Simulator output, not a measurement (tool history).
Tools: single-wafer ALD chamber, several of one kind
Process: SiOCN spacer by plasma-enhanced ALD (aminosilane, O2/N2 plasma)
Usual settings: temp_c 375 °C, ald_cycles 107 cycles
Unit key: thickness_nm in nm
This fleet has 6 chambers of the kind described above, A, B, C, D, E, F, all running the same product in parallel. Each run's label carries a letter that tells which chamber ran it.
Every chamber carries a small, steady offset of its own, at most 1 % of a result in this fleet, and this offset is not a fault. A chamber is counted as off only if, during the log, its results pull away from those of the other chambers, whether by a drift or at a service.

| run | hour | temp_c | ald_cycles | hours since the last thermocouple change | read-back reference wafer on the same gauge, thickness_nm | thickness_nm |
|---|---|---|---|---|---|---|
|  | 1.6 | chamber B: thermocouple changed; heater temperature recalibrated |
| 1D | 9.3 | 375 | 107 | 658.2 | 5.5197 | 6.4295 |
| 2C | 15.7 | 375 | 107 | 219.4 | 5.5166 | 6.4962 |
| 3E | 22.0 | 375 | 107 | 1457.6 | 5.5177 | 6.3944 |
| 4A | 34.1 | 375 | 107 | 2133.2 | 5.5179 | 6.4341 |
| 5F | 41.8 | 375 | 107 | 1508.6 | 5.5172 | 6.4758 |
| 6B | 51.7 | 375 | 107 | 50.1 | 5.5164 | 6.4317 |
| 7D | 64.4 | 375 | 107 | 713.3 | 5.5150 | 6.4208 |
| 8E | 74.1 | 375 | 107 | 1509.7 | 5.5146 | 6.3956 |
| 9F | 82.1 | 375 | 107 | 1548.9 | 5.5155 | 6.4672 |
| 10C | 94.7 | 375 | 107 | 298.4 | 5.5148 | 6.4751 |
| 11A | 103.6 | 375 | 107 | 2202.7 | 5.5131 | 6.4305 |
| 12B | 113.4 | 370 | 107 | 111.8 | 5.5130 | 6.4242 |
| 13A | 126.4 | 370 | 107 | 2225.5 | 5.5114 | 6.4382 |
| 14F | 135.7 | 370 | 107 | 1602.5 | 5.5104 | 6.4653 |
| 15B | 148.6 | 370 | 107 | 147.0 | 5.5098 | 6.4185 |
| 16D | 158.4 | 370 | 107 | 807.3 | 5.5098 | 6.4313 |
| 17C | 171.4 | 370 | 107 | 375.1 | 5.5094 | 6.4771 |
| 18E | 184.4 | 375 | 107 | 1620.0 | 5.5095 | 6.3939 |
| 19B | 192.0 | 375 | 107 | 190.4 | 5.5077 | 6.4197 |
| 20A | 198.0 | 375 | 107 | 2297.1 | 5.5066 | 6.4303 |
| 21C | 209.0 | 375 | 107 | 412.7 | 5.5067 | 6.4903 |
| 22E | 217.8 | 375 | 107 | 1653.4 | 5.5056 | 6.3686 |
| 23F | 226.4 | 375 | 100 | 1693.2 | 5.5060 | 6.0505 |
| 24D | 234.1 | 375 | 100 | 883.0 | 5.5046 | 5.9915 |
| 25E | 246.1 | 375 | 100 | 1681.7 | 5.5049 | 5.9653 |
| 26A | 252.2 | 375 | 100 | 2351.3 | 5.5029 | 5.9993 |
|  | 256.8 | chamber F: thermocouple changed; heater temperature recalibrated |
| 27F | 261.9 | 375 | 100 | 5.2 | 5.5030 | 6.0396 |
| 28C | 271.8 | 375 | 100 | 475.5 | 5.5035 | 6.0453 |
| 29D | 283.2 | 375 | 107 | 932.1 | 5.5010 | 6.4170 |
| 30B | 294.1 | 375 | 107 | 292.5 | 5.5014 | 6.4062 |
| 31D | 301.3 | 375 | 107 | 950.2 | 5.5008 | 6.4076 |
| 32E | 313.0 | 375 | 107 | 1748.6 | 5.4995 | 6.3672 |
| 33A | 322.0 | 375 | 107 | 2421.1 | 5.5001 | 6.4222 |
|  | 327.4 | chamber A: thermocouple changed; heater temperature recalibrated |
| 34C | 330.2 | 375 | 107 | 533.9 | 5.4986 | 6.4693 |
| 35B | 339.6 | 375 | 107 | 338.0 | 5.4980 | 6.4061 |
| 36F | 348.2 | 375 | 107 | 91.5 | 5.4964 | 6.4676 |
| 37F | 360.6 | 375 | 107 | 103.9 | 5.4959 | 6.4712 |
| 38D | 369.1 | 375 | 107 | 1018.0 | 5.4966 | 6.4072 |
| 39A | 375.2 | 375 | 107 | 47.9 | 5.4947 | 6.4128 |
| 40E | 382.7 | 380 | 107 | 1818.3 | 5.4949 | 6.3613 |

All 6 chambers run these settings next. Forecast each chamber's results:
| 41A | 392.0 | 375 | 107 |  |  | ? |
| 41B | 392.0 | 375 | 107 |  |  | ? |
| 41C | 392.0 | 375 | 107 |  |  | ? |
| 41D | 392.0 | 375 | 107 |  |  | ? |
| 41E | 392.0 | 375 | 107 |  |  | ? |
| 41F | 392.0 | 375 | 107 |  |  | ? |

| run | thickness_nm |
|---|---|
| 41A | 6.4106 |
| 41B | 6.3981 |
| 41C | 6.4690 |
| 41D | 6.3886 |
| 41E | 6.3718 |
| 41F | 6.4483 |

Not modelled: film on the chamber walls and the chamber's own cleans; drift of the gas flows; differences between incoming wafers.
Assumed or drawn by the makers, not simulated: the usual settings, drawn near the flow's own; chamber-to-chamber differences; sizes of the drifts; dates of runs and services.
